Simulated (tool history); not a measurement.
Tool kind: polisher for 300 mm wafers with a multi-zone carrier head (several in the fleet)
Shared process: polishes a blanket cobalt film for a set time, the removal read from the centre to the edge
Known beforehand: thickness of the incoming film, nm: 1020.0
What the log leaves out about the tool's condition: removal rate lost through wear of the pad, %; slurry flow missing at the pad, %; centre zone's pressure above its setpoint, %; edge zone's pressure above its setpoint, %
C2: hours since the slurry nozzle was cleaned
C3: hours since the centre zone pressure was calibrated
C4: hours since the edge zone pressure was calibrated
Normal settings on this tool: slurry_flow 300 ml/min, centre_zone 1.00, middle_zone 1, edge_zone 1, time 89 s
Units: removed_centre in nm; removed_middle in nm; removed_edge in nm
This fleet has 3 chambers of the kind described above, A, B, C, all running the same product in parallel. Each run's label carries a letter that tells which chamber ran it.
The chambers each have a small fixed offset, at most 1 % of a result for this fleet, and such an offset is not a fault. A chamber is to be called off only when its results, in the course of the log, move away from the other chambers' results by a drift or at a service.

Run 1B, hour 11.7: usual settings; wafers polished on this pad 1275; C2 285.7; C3 617.5; C4 360.7. Result: removed_centre 273.40 nm, removed_middle 274.22 nm, removed_edge 272.65 nm.
At hour 12.5: chamber A: centre zone pressure recalibrated.
Run 2C, hour 24.6: usual settings; wafers polished on this pad 451; C2 506.2; C3 254.4; C4 54.1. Result: removed_centre 275.11 nm, removed_middle 270.93 nm, removed_edge 274.68 nm.
At hour 33.7: chamber B: worn pad replaced by a new one.
Run 3A, hour 36.2: usual settings; wafers polished on this pad 482; C2 287.8; C3 23.7; C4 52.3. Result: removed_centre 270.46 nm, removed_middle 274.61 nm, removed_edge 269.01 nm.
Run 4A, hour 44.0: usual settings; wafers polished on this pad 559; C2 295.6; C3 31.5; C4 60.1. Result: removed_centre 271.23 nm, removed_middle 271.02 nm, removed_edge 270.75 nm.
Run 5C, hour 56.9: usual settings; wafers polished on this pad 771; C2 538.5; C3 286.7; C4 86.4. Result: removed_centre 268.77 nm, removed_middle 273.28 nm, removed_edge 272.97 nm.
Run 6B, hour 66.5: usual settings; wafers polished on this pad 325; C2 340.5; C3 672.3; C4 415.5. Result: removed_centre 275.61 nm, removed_middle 272.68 nm, removed_edge 273.11 nm.
At hour 72.3: chamber A: worn pad replaced by a new one.
Run 7C, hour 78.2: usual settings; wafers polished on this pad 982; C2 559.8; C3 308.0; C4 107.7. Result: removed_centre 266.26 nm, removed_middle 269.69 nm, removed_edge 274.12 nm.
Run 8A, hour 85.3: usual settings; wafers polished on this pad 129; C2 336.9; C3 72.8; C4 101.4. Result: removed_centre 274.25 nm, removed_middle 274.14 nm, removed_edge 272.96 nm.
Run 9B, hour 95.3: usual settings; wafers polished on this pad 611; C2 369.3; C3 701.1; C4 444.3. Result: removed_centre 272.35 nm, removed_middle 276.48 nm, removed_edge 270.44 nm.
At hour 101.3: chamber A: slurry nozzle cleaned.
Run 10C, hour 104.6: usual settings; wafers polished on this pad 1244; C2 586.2; C3 334.4; C4 134.1. Result: removed_centre 269.51 nm, removed_middle 272.49 nm, removed_edge 269.64 nm.
Run 11B, hour 110.5: usual settings; wafers polished on this pad 762; C2 384.5; C3 716.3; C4 459.5. Result: removed_centre 272.56 nm, removed_middle 273.98 nm, removed_edge 270.78 nm.
Run 12A, hour 117.5: usual settings but slurry_flow 225 ml/min; wafers polished on this pad 448; C2 16.2; C3 105.0; C4 133.6. Result: removed_centre 256.97 nm, removed_middle 264.35 nm, removed_edge 266.10 nm.
Run 13C, hour 124.6: usual settings but slurry_flow 225 ml/min; wafers polished on this pad 1442; C2 606.2; C3 354.4; C4 154.1. Result: removed_centre 258.42 nm, removed_middle 263.08 nm, removed_edge 261.84 nm.
Run 14A, hour 131.8: usual settings but slurry_flow 225 ml/min; wafers polished on this pad 590; C2 30.5; C3 119.3; C4 147.9. Result: removed_centre 262.90 nm, removed_middle 259.38 nm, removed_edge 263.63 nm.
Run 15B, hour 144.7: usual settings; wafers polished on this pad 1101; C2 418.7; C3 750.5; C4 493.7. Result: removed_centre 273.64 nm, removed_middle 273.21 nm, removed_edge 272.42 nm.
At hour 152.9: chamber B: worn pad replaced by a new one.
Run 16A, hour 157.0: usual settings; wafers polished on this pad 840; C2 55.7; C3 144.5; C4 173.1. Result: removed_centre 273.86 nm, removed_middle 270.35 nm, removed_edge 270.57 nm.
At hour 162.5: chamber A: worn pad replaced by a new one.
At hour 164.4: chamber B: slurry nozzle cleaned.
Run 17C, hour 166.0: usual settings but slurry_flow 330 ml/min, centre_zone 1.07; wafers polished on this pad 1853; C2 647.6; C3 395.8; C4 195.5. Result: removed_centre 289.30 nm, removed_middle 263.26 nm, removed_edge 268.05 nm.
Run 18B, hour 177.5: usual settings but slurry_flow 330 ml/min, centre_zone 1.07; wafers polished on this pad 244; C2 13.1; C3 783.3; C4 526.5. Result: removed_centre 300.84 nm, removed_middle 274.16 nm, removed_edge 274.49 nm.
Run 19C, hour 183.5: usual settings but slurry_flow 330 ml/min, centre_zone 1.07; wafers polished on this pad 2027; C2 665.1; C3 413.3; C4 213.0. Result: removed_centre 283.32 nm, removed_middle 265.95 nm, removed_edge 264.76 nm.
Run 20B, hour 194.3: usual settings; wafers polished on this pad 411; C2 29.9; C3 800.1; C4 543.3. Result: removed_centre 271.69 nm, removed_middle 277.05 nm, removed_edge 271.31 nm.
Run 21A, hour 200.9: usual settings; wafers polished on this pad 380; C2 99.6; C3 188.4; C4 217.0. Result: removed_centre 266.55 nm, removed_middle 273.25 nm, removed_edge 274.98 nm.
Run 22B, hour 208.5: usual settings; wafers polished on this pad 552; C2 44.1; C3 814.3; C4 557.5. Result: removed_centre 274.59 nm, removed_middle 271.43 nm, removed_edge 272.30 nm.
Run 23C, hour 218.0: usual settings; wafers polished on this pad 2369; C2 699.6; C3 447.8; C4 247.5. Result: removed_centre 260.46 nm, removed_middle 259.85 nm, removed_edge 261.70 nm.
Run 24A, hour 224.7: usual settings; wafers polished on this pad 616; C2 123.4; C3 212.2; C4 240.8. Result: removed_centre 268.80 nm, removed_middle 271.63 nm, removed_edge 270.98 nm.
Run 25B, hour 230.4: usual settings; wafers polished on this pad 769; C2 66.0; C3 836.2; C4 579.4. Result: removed_centre 272.03 nm, removed_middle 276.96 nm, removed_edge 272.92 nm.
Run 26C, hour 237.2: usual settings; wafers polished on this pad 2559; C2 718.8; C3 467.0; C4 266.7. Result: removed_centre 259.60 nm, removed_middle 260.81 nm, removed_edge 259.73 nm.
Run 27A, hour 244.1: usual settings; wafers polished on this pad 809; C2 142.8; C3 231.6; C4 260.2. Result: removed_centre 272.34 nm, removed_middle 272.69 nm, removed_edge 270.11 nm.
Run 28A, hour 256.6: usual settings; wafers polished on this pad 933; C2 155.3; C3 244.1; C4 272.7. Result: removed_centre 271.52 nm, removed_middle 268.92 nm, removed_edge 270.43 nm.
At hour 257.1: chamber A: worn pad replaced by a new one.
At hour 262.4: chamber C: edge zone pressure recalibrated.
Run 29C, hour 265.1: usual settings but slurry_flow 245 ml/min; wafers polished on this pad 2836; C2 746.7; C3 494.9; C4 2.7. Result: removed_centre 251.83 nm, removed_middle 249.29 nm, removed_edge 252.75 nm.
Run 30B, hour 278.2: usual settings but slurry_flow 245 ml/min; wafers polished on this pad 1243; C2 113.8; C3 884.0; C4 627.2. Result: removed_centre 267.16 nm, removed_middle 266.77 nm, removed_edge 271.67 nm.
At hour 281.2: chamber B: worn pad replaced by a new one.
Run 31A, hour 291.6: usual settings but slurry_flow 245 ml/min; wafers polished on this pad 342; C2 190.3; C3 279.1; C4 307.7. Result: removed_centre 259.72 nm, removed_middle 264.77 nm, removed_edge 267.80 nm.
Run 32B, hour 301.4: usual settings; wafers polished on this pad 201; C2 137.0; C3 907.2; C4 650.4. Result: removed_centre 278.44 nm, removed_middle 276.05 nm, removed_edge 272.58 nm.
Run 33C, hour 312.4: usual settings; wafers polished on this pad 3305; C2 794.0; C3 542.2; C4 50.0. Result: removed_centre 252.43 nm, removed_middle 254.90 nm, removed_edge 257.53 nm.
Run 34B, hour 319.0: usual settings; wafers polished on this pad 375; C2 154.6; C3 924.8; C4 668.0. Result: removed_centre 273.05 nm, removed_middle 276.35 nm, removed_edge 272.05 nm.

Decide between three cases: one chamber stands off from its peers, the gauge reading all wafers drifts, or nothing is wrong past each chamber's small offset. Where a chamber is off, say which and what most likely put it there.

One chamber, C, drifts off from the rest bit by bit.
Cause: removal rate lost through wear of the pad, % = 6.73.
The log may not separate it from: slurry flow missing at the pad, %.

Which of the 4 candidates below, each the usual settings with something changed and its results left as question marks, puts chamber C back in line with what the other chambers give on the usual settings?
In line here means within this much of the mean the other chambers give on the usual settings: removed_centre 7.40 nm; removed_middle 6.60 nm; removed_edge 5.90 nm
Run 35C-1, hour 328.5: usual settings but time 95 s. Result: removed_centre ?, removed_middle ?, removed_edge ?.
Run 35C-2, hour 328.5: usual settings but time 86 s. Result: removed_centre ?, removed_middle ?, removed_edge ?.
Run 35C-3, hour 328.5: usual settings but time 92 s. Result: removed_centre ?, removed_middle ?, removed_edge ?.
Run 35C-4, hour 328.5: usual settings but time 83 s. Result: removed_centre ?, removed_middle ?, removed_edge ?.

The other chambers' mean on the usual settings: removed_centre 272.32 nm; removed_middle 272.44 nm; removed_edge 272.14 nm
  run  removed_centre  removed_middle  removed_edge
35C-1          269.88          270.33        270.42
35C-2          244.31          244.72        244.80
35C-3          261.36          261.79        261.88
35C-4          235.79          236.18        236.26
It is 35C-1 that realigns the chamber with its peers.
